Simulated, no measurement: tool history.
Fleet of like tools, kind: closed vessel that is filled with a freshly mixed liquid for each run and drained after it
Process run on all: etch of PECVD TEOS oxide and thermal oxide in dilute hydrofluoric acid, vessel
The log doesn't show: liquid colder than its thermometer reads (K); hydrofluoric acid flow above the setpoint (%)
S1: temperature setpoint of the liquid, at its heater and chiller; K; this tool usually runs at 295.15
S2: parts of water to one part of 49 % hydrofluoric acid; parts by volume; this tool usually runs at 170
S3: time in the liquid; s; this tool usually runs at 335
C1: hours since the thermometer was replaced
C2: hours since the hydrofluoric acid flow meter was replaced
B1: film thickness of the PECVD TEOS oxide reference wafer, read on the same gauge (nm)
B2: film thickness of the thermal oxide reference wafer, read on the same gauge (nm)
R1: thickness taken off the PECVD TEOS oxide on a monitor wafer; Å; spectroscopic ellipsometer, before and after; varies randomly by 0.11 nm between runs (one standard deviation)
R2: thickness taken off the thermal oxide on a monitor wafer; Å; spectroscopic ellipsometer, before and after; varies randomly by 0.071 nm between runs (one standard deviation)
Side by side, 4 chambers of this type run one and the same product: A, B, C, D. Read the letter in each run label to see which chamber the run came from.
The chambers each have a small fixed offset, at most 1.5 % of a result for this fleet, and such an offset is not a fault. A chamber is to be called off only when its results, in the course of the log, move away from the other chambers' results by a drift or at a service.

Run 1D, hour 10.3: usual settings; C1 262.2; C2 467.6; B1 149.98; B2 69.975. Result: R1 253.97 Å, R2 80.206 Å.
Run 2A, hour 23.6: usual settings; C1 540.6; C2 634.1; B1 149.97; B2 70.024. Result: R1 254.37 Å, R2 80.229 Å.
Run 3B, hour 35.0: usual settings; C1 414.0; C2 1029.5; B1 150.05; B2 70.026. Result: R1 250.95 Å, R2 79.815 Å.
Run 4C, hour 48.8: usual settings; C1 1181.2; C2 1462.3; B1 149.95; B2 70.010. Result: R1 253.38 Å, R2 79.171 Å.
Run 5C, hour 57.5: usual settings; C1 1189.9; C2 1471.0; B1 150.02; B2 70.001. Result: R1 252.72 Å, R2 78.868 Å.
Run 6A, hour 68.6: usual settings; C1 585.6; C2 679.1; B1 150.01; B2 70.014. Result: R1 252.84 Å, R2 79.388 Å.
Run 7D, hour 79.2: usual settings; C1 331.1; C2 536.5; B1 150.02; B2 70.023. Result: R1 254.48 Å, R2 79.955 Å.
Run 8B, hour 87.9: usual settings; C1 466.9; C2 1082.4; B1 150.02; B2 70.000. Result: R1 251.37 Å, R2 79.141 Å.
Run 9B, hour 101.8: usual settings; C1 480.8; C2 1096.3; B1 149.97; B2 69.986. Result: R1 251.44 Å, R2 79.073 Å.
At hour 105.5: chamber D: hydrofluoric acid flow meter replaced.
Run 10A, hour 112.1: usual settings; C1 629.1; C2 722.6; B1 149.98; B2 69.994. Result: R1 254.82 Å, R2 79.648 Å.
Run 11D, hour 124.0: usual settings but S1 299.65 K, S3 505 s; C1 375.9; C2 18.5; B1 149.97; B2 69.985. Result: R1 459.01 Å, R2 143.690 Å.
Run 12C, hour 131.4: usual settings but S1 299.65 K, S3 505 s; C1 1263.8; C2 1544.9; B1 149.95; B2 69.989. Result: R1 453.57 Å, R2 141.830 Å.
Run 13C, hour 137.5: usual settings but S1 299.65 K, S3 505 s; C1 1269.9; C2 1551.0; B1 149.98; B2 69.999. Result: R1 448.52 Å, R2 139.090 Å.
Run 14D, hour 143.7: usual settings but S1 299.65 K, S3 505 s; C1 395.6; C2 38.2; B1 149.97; B2 69.973. Result: R1 456.25 Å, R2 143.460 Å.
At hour 144.9: chamber C: hydrofluoric acid flow meter replaced.
Run 15A, hour 150.9: usual settings; C1 667.9; C2 761.4; B1 150.02; B2 69.996. Result: R1 254.00 Å, R2 79.995 Å.
Run 16B, hour 163.1: usual settings; C1 542.1; C2 1157.6; B1 149.99; B2 69.987. Result: R1 251.64 Å, R2 79.867 Å.
Run 17D, hour 170.4: usual settings; C1 422.3; C2 64.9; B1 150.04; B2 69.998. Result: R1 256.68 Å, R2 80.729 Å.
Run 18A, hour 183.5: usual settings; C1 700.5; C2 794.0; B1 150.00; B2 69.990. Result: R1 255.35 Å, R2 80.452 Å.
Run 19C, hour 193.4: usual settings but S2 90 parts by volume; C1 1325.8; C2 48.5; B1 150.01; B2 69.990. Result: R1 530.50 Å, R2 164.790 Å.
Run 20B, hour 206.4: usual settings but S2 90 parts by volume; C1 585.4; C2 1200.9; B1 149.98; B2 69.981. Result: R1 518.99 Å, R2 165.510 Å.
Run 21B, hour 212.8: usual settings but S2 90 parts by volume; C1 591.8; C2 1207.3; B1 150.02; B2 70.024. Result: R1 516.90 Å, R2 165.480 Å.
Run 22A, hour 222.9: usual settings but S2 90 parts by volume; C1 739.9; C2 833.4; B1 150.03; B2 70.004. Result: R1 531.22 Å, R2 164.410 Å.
Run 23C, hour 229.8: usual settings; C1 1362.2; C2 84.9; B1 150.00; B2 69.983. Result: R1 250.73 Å, R2 79.922 Å.
Run 24D, hour 242.4: usual settings; C1 494.3; C2 136.9; B1 150.01; B2 70.017. Result: R1 254.36 Å, R2 79.692 Å.
Run 25A, hour 254.4: usual settings; C1 771.4; C2 864.9; B1 149.98; B2 70.009. Result: R1 256.10 Å, R2 80.121 Å.
Run 26C, hour 268.5: usual settings but S2 240 parts by volume; C1 1400.9; C2 123.6; B1 150.03; B2 70.012. Result: R1 165.43 Å, R2 51.918 Å.
Run 27B, hour 280.3: usual settings but S2 240 parts by volume; C1 659.3; C2 1274.8; B1 150.01; B2 70.032. Result: R1 164.06 Å, R2 52.545 Å.
At hour 287.5: chamber A: thermometer replaced.
Run 28D, hour 290.8: usual settings but S2 240 parts by volume; C1 542.7; C2 185.3; B1 150.03; B2 69.996. Result: R1 166.84 Å, R2 52.775 Å.
Run 29C, hour 300.1: usual settings but S2 240 parts by volume; C1 1432.5; C2 155.2; B1 150.00; B2 70.012. Result: R1 166.28 Å, R2 52.301 Å.
Run 30A, hour 307.8: usual settings; C1 20.4; C2 918.3; B1 150.00; B2 69.995. Result: R1 255.36 Å, R2 79.341 Å.

Next, all 4 chambers run the settings below, one line each with question marks for the results. What does each chamber give?
Run 31A, hour 317.9: usual settings but S1 297.15 K. Result: R1 ?, R2 ?.
Run 31B, hour 317.9: usual settings but S1 297.15 K. Result: R1 ?, R2 ?.
Run 31C, hour 317.9: usual settings but S1 297.15 K. Result: R1 ?, R2 ?.
Run 31D, hour 317.9: usual settings but S1 297.15 K. Result: R1 ?, R2 ?.

run      R1      R2
31A  274.65  85.965
31B  269.16  85.773
31C  273.67  84.070
31D  275.57  86.030
